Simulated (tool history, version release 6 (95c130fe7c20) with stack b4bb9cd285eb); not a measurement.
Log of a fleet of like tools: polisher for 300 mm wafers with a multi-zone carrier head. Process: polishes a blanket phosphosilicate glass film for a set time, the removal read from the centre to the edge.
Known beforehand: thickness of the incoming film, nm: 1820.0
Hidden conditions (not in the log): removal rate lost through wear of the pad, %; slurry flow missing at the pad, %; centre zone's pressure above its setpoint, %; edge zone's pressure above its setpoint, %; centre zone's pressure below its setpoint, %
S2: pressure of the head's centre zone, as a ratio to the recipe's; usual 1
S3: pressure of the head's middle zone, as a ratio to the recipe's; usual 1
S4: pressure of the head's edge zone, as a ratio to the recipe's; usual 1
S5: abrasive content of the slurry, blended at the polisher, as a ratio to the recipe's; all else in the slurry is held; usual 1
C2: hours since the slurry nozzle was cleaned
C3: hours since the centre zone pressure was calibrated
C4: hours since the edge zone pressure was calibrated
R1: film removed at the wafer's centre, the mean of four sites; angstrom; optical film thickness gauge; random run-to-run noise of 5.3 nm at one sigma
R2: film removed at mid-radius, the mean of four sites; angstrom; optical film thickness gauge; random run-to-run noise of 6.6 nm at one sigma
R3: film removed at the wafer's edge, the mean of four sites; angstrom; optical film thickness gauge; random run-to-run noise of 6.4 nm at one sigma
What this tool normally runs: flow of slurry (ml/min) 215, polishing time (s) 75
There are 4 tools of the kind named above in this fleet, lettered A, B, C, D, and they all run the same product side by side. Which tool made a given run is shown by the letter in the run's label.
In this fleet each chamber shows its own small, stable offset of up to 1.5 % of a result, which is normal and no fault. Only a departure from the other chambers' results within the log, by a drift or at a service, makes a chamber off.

Run 1A, hour 8.5: usual settings; wafers polished on this pad 536; C2 331.8; C3 910.5; C4 226. Result: R1 6064.8 angstrom, R2 5971.2 angstrom, R3 5944.2 angstrom.
Run 2C, hour 19.7: usual settings; wafers polished on this pad 704; C2 331.3; C3 1142.8; C4 158.7. Result: R1 6022.4 angstrom, R2 5907.9 angstrom, R3 5960.9 angstrom.
Run 3D, hour 25.4: usual settings; wafers polished on this pad 762; C2 301.6; C3 759.4; C4 31.5. Result: R1 5920.7 angstrom, R2 5919 angstrom, R3 5794.3 angstrom.
Run 4B, hour 33.6: usual settings; wafers polished on this pad 548; C2 706.7; C3 614.2; C4 665.7. Result: R1 5894.9 angstrom, R2 6013.4 angstrom, R3 5848.4 angstrom.
Run 5D, hour 44.1: usual settings; wafers polished on this pad 866; C2 320.3; C3 778.1; C4 50.2. Result: R1 5935 angstrom, R2 6005 angstrom, R3 5901 angstrom.
At hour 49.2: chamber C: centre zone pressure recalibrated.
At hour 51.1: chamber B: slurry nozzle cleaned.
Run 6A, hour 53.1: usual settings; wafers polished on this pad 783; C2 376.4; C3 955.1; C4 270.6. Result: R1 6032.7 angstrom, R2 5916.9 angstrom, R3 5909.2 angstrom.
At hour 55: chamber C: worn pad replaced by a new one.
Run 7C, hour 61.3: usual settings; wafers polished on this pad 35; C2 372.9; C3 12.2; C4 200.3. Result: R1 6013.8 angstrom, R2 5993.5 angstrom, R3 5972.5 angstrom.
Run 8B, hour 68.3: usual settings; wafers polished on this pad 741; C2 17.3; C3 648.9; C4 700.4. Result: R1 5932.7 angstrom, R2 6123.9 angstrom, R3 5848.2 angstrom.
Run 9C, hour 76.5: usual settings; wafers polished on this pad 119; C2 388.1; C3 27.4; C4 215.5. Result: R1 5952.8 angstrom, R2 5945.4 angstrom, R3 5782.7 angstrom.
At hour 85.3: chamber B: worn pad replaced by a new one.
Run 10D, hour 87.4: usual settings; wafers polished on this pad 1107; C2 363.6; C3 821.4; C4 93.5. Result: R1 5842.5 angstrom, R2 5917.9 angstrom, R3 5929.4 angstrom.
Run 11B, hour 94.2: usual settings; wafers polished on this pad 49; C2 43.2; C3 674.8; C4 726.3. Result: R1 6083.9 angstrom, R2 6014.2 angstrom, R3 5907.3 angstrom.
At hour 96.6: chamber A: worn pad replaced by a new one.
Run 12A, hour 102.4: usual settings; wafers polished on this pad 32; C2 425.7; C3 1004.4; C4 319.9. Result: R1 6015.7 angstrom, R2 5941 angstrom, R3 5932 angstrom.
Run 13D, hour 108.8: usual settings; wafers polished on this pad 1226; C2 385; C3 842.8; C4 114.9. Result: R1 5803.1 angstrom, R2 5960 angstrom, R3 5967.8 angstrom.
Run 14A, hour 116.5: usual settings; wafers polished on this pad 110; C2 439.8; C3 1018.5; C4 334. Result: R1 5966.4 angstrom, R2 5829.1 angstrom, R3 5928.9 angstrom.
At hour 118.2: chamber D: centre zone pressure recalibrated.
Run 15B, hour 124.4: usual settings; wafers polished on this pad 217; C2 73.4; C3 705; C4 756.5. Result: R1 5939.2 angstrom, R2 5962.6 angstrom, R3 5828.4 angstrom.
Run 16C, hour 135.1: usual settings; wafers polished on this pad 445; C2 446.7; C3 86; C4 274.1. Result: R1 5936.1 angstrom, R2 5856.5 angstrom, R3 5966.3 angstrom.
At hour 139.2: chamber D: worn pad replaced by a new one.
Run 17A, hour 144.3: usual settings; wafers polished on this pad 265; C2 467.6; C3 1046.3; C4 361.8. Result: R1 6030.7 angstrom, R2 6006.3 angstrom, R3 5926.8 angstrom.
Run 18C, hour 155.4: usual settings; wafers polished on this pad 557; C2 467; C3 106.3; C4 294.4. Result: R1 5939.1 angstrom, R2 5995 angstrom, R3 5813.5 angstrom.
Run 19B, hour 164.5: usual settings; wafers polished on this pad 440; C2 113.5; C3 745.1; C4 796.6. Result: R1 5886.4 angstrom, R2 5888.7 angstrom, R3 5810.6 angstrom.
Run 20D, hour 170.9: usual settings; wafers polished on this pad 176; C2 447.1; C3 52.8; C4 177. Result: R1 6554.5 angstrom, R2 6023.2 angstrom, R3 5833.1 angstrom.
Run 21B, hour 177.1: usual settings; wafers polished on this pad 509; C2 126.1; C3 757.7; C4 809.2. Result: R1 5969.8 angstrom, R2 5829.8 angstrom, R3 6004.8 angstrom.
At hour 177.2: chamber A: centre zone pressure recalibrated.
Run 22C, hour 186.9: usual settings but S5 0.9; wafers polished on this pad 732; C2 498.5; C3 137.8; C4 325.9. Result: R1 5689.2 angstrom, R2 5680.3 angstrom, R3 5485.2 angstrom.
At hour 188.2: chamber C: slurry nozzle cleaned.
Run 23A, hour 194: usual settings but S5 0.9; wafers polished on this pad 541; C2 517.3; C3 16.9; C4 411.5. Result: R1 5757.5 angstrom, R2 5747.5 angstrom, R3 5728.8 angstrom.
Run 24D, hour 205.4: usual settings but S5 0.9; wafers polished on this pad 367; C2 481.6; C3 87.3; C4 211.5. Result: R1 6237.6 angstrom, R2 5633.6 angstrom, R3 5716.9 angstrom.
Run 25C, hour 212.3: usual settings but S5 0.9; wafers polished on this pad 873; C2 24.2; C3 163.2; C4 351.3. Result: R1 5653.2 angstrom, R2 5584.7 angstrom, R3 5613.2 angstrom.
At hour 213.9: chamber B: worn pad replaced by a new one.
Run 26B, hour 221.3: usual settings; wafers polished on this pad 41; C2 170.3; C3 801.9; C4 853.4. Result: R1 5990.3 angstrom, R2 5989.6 angstrom, R3 6057.2 angstrom.
Run 27A, hour 229.9: usual settings; wafers polished on this pad 740; C2 553.2; C3 52.8; C4 447.4. Result: R1 6053.6 angstrom, R2 5999.3 angstrom, R3 5822.9 angstrom.
Run 28D, hour 235.6: usual settings; wafers polished on this pad 535; C2 511.8; C3 117.5; C4 241.7. Result: R1 6602 angstrom, R2 5944.7 angstrom, R3 5914.5 angstrom.
Run 29A, hour 241.6: usual settings; wafers polished on this pad 805; C2 564.9; C3 64.5; C4 459.1. Result: R1 6099.1 angstrom, R2 6038.3 angstrom, R3 5914.1 angstrom.

All chambers now run identical settings, listed one chamber a line with results as question marks. What results will each chamber show?
Run 30A, hour 250.5: usual settings but flow of slurry (ml/min) 270. Result: R1 ?, R2 ?, R3 ?.
Run 30B, hour 250.5: usual settings but flow of slurry (ml/min) 270. Result: R1 ?, R2 ?, R3 ?.
Run 30C, hour 250.5: usual settings but flow of slurry (ml/min) 270. Result: R1 ?, R2 ?, R3 ?.
Run 30D, hour 250.5: usual settings but flow of slurry (ml/min) 270. Result: R1 ?, R2 ?, R3 ?.

run      R1      R2      R3
30A  6215.7  6040.2    6073
30B  6170.9  6128.3  5947.4
30C  6291.4  6070.2  5979.7
30D  6700.6  6065.7  6012.9
